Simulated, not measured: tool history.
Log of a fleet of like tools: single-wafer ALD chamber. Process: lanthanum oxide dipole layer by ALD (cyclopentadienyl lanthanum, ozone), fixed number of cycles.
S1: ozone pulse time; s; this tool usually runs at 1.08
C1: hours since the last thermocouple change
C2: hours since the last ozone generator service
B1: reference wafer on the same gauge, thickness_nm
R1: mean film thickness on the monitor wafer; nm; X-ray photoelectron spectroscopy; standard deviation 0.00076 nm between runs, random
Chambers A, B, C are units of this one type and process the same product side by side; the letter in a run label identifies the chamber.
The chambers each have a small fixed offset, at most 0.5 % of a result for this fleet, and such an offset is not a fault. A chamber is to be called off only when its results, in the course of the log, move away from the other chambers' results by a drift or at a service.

run 1C hour=7.2 | S1=1.08 | C1=1601.8 C2=529.5 | B1=0.54789 | R1=0.50941
run 2B hour=16.8 | S1=1.08 | C1=1321.9 C2=649.6 | B1=0.54791 | R1=0.50944
run 3A hour=25.4 | S1=1.08 | C1=464.6 C2=85.7 | B1=0.54757 | R1=0.51218
run 4A hour=32.4 | S1=1.08 | C1=471.6 C2=92.7 | B1=0.54757 | R1=0.51228
run 5B hour=38.8 | S1=1.08 | C1=1343.9 C2=671.6 | B1=0.54768 | R1=0.51049
run 6C hour=47.6 | S1=1.08 | C1=1642.2 C2=569.9 | B1=0.54723 | R1=0.50975
run 7C hour=52.8 | S1=1.30 | C1=1647.4 C2=575.1 | B1=0.54723 | R1=0.53277
run 8A hour=60.3 | S1=1.30 | C1=499.5 C2=120.6 | B1=0.54699 | R1=0.53728
run 9B hour=68.3 | S1=1.30 | C1=1373.4 C2=701.1 | B1=0.54716 | R1=0.53093
run 10A hour=78.4 | S1=1.47 | C1=517.6 C2=138.7 | B1=0.54701 | R1=0.54744
run 11C hour=83.7 | S1=1.47 | C1=1678.3 C2=606.0 | B1=0.54688 | R1=0.54572
run 12B hour=89.7 | S1=1.47 | C1=1394.8 C2=722.5 | B1=0.54686 | R1=0.54355
run 13B hour=97.0 | S1=1.08 | C1=1402.1 C2=729.8 | B1=0.54669 | R1=0.50941
run 14A hour=104.2 | S1=1.08 | C1=543.4 C2=164.5 | B1=0.54666 | R1=0.51211
run 15C hour=113.1 | S1=1.08 | C1=1707.7 C2=635.4 | B1=0.54645 | R1=0.50842
run 16A hour=122.2 | S1=0.88 | C1=561.4 C2=182.5 | B1=0.54638 | R1=0.47848
run 17B hour=129.4 | S1=0.88 | C1=1434.5 C2=762.2 | B1=0.54630 | R1=0.47587
run 18C hour=138.4 | S1=0.88 | C1=1733.0 C2=660.7 | B1=0.54617 | R1=0.47534
run 19C hour=144.4 | S1=1.08 | C1=1739.0 C2=666.7 | B1=0.54610 | R1=0.50753
run 20A hour=152.3 | S1=1.08 | C1=591.5 C2=212.6 | B1=0.54607 | R1=0.51028
run 21B hour=156.8 | S1=1.08 | C1=1461.9 C2=789.6 | B1=0.54583 | R1=0.50723
run 22A hour=162.6 | S1=1.08 | C1=601.8 C2=222.9 | B1=0.54599 | R1=0.50982
run 23C hour=172.0 | S1=1.08 | C1=1766.6 C2=694.3 | B1=0.54586 | R1=0.50799
run 24B hour=176.7 | S1=1.08 | C1=1481.8 C2=809.5 | B1=0.54567 | R1=0.50566
run 25B hour=186.7 | S1=1.08 | C1=1491.8 C2=819.5 | B1=0.54550 | R1=0.50650
run 26A hour=192.6 | S1=1.08 | C1=631.8 C2=252.9 | B1=0.54558 | R1=0.50932
run 27C hour=197.3 | S1=1.08 | C1=1791.9 C2=719.6 | B1=0.54546 | R1=0.50731
run 28A hour=204.5 | S1=1.08 | C1=643.7 C2=264.8 | B1=0.54530 | R1=0.51011
run 29C hour=212.5 | S1=1.08 | C1=1807.1 C2=734.8 | B1=0.54515 | R1=0.50710
run 30B hour=222.5 | S1=1.08 | C1=1527.6 C2=855.3 | B1=0.54489 | R1=0.50727
run 31B hour=231.4 | S1=1.08 | C1=1536.5 C2=864.2 | B1=0.54501 | R1=0.50604
run 32C hour=240.2 | S1=1.08 | C1=1834.8 C2=762.5 | B1=0.54458 | R1=0.50665
run 33A hour=245.2 | S1=0.79 | C1=684.4 C2=305.5 | B1=0.54466 | R1=0.45846

Each of the 3 chambers runs these same settings next. Fill in every chamber's results:
run 34A hour=252.6 | S1=0.86 | R1=?
run 34B hour=252.6 | S1=0.86 | R1=?
run 34C hour=252.6 | S1=0.86 | R1=?

run=34A R1=0.47239
run=34B R1=0.46982
run=34C R1=0.47030
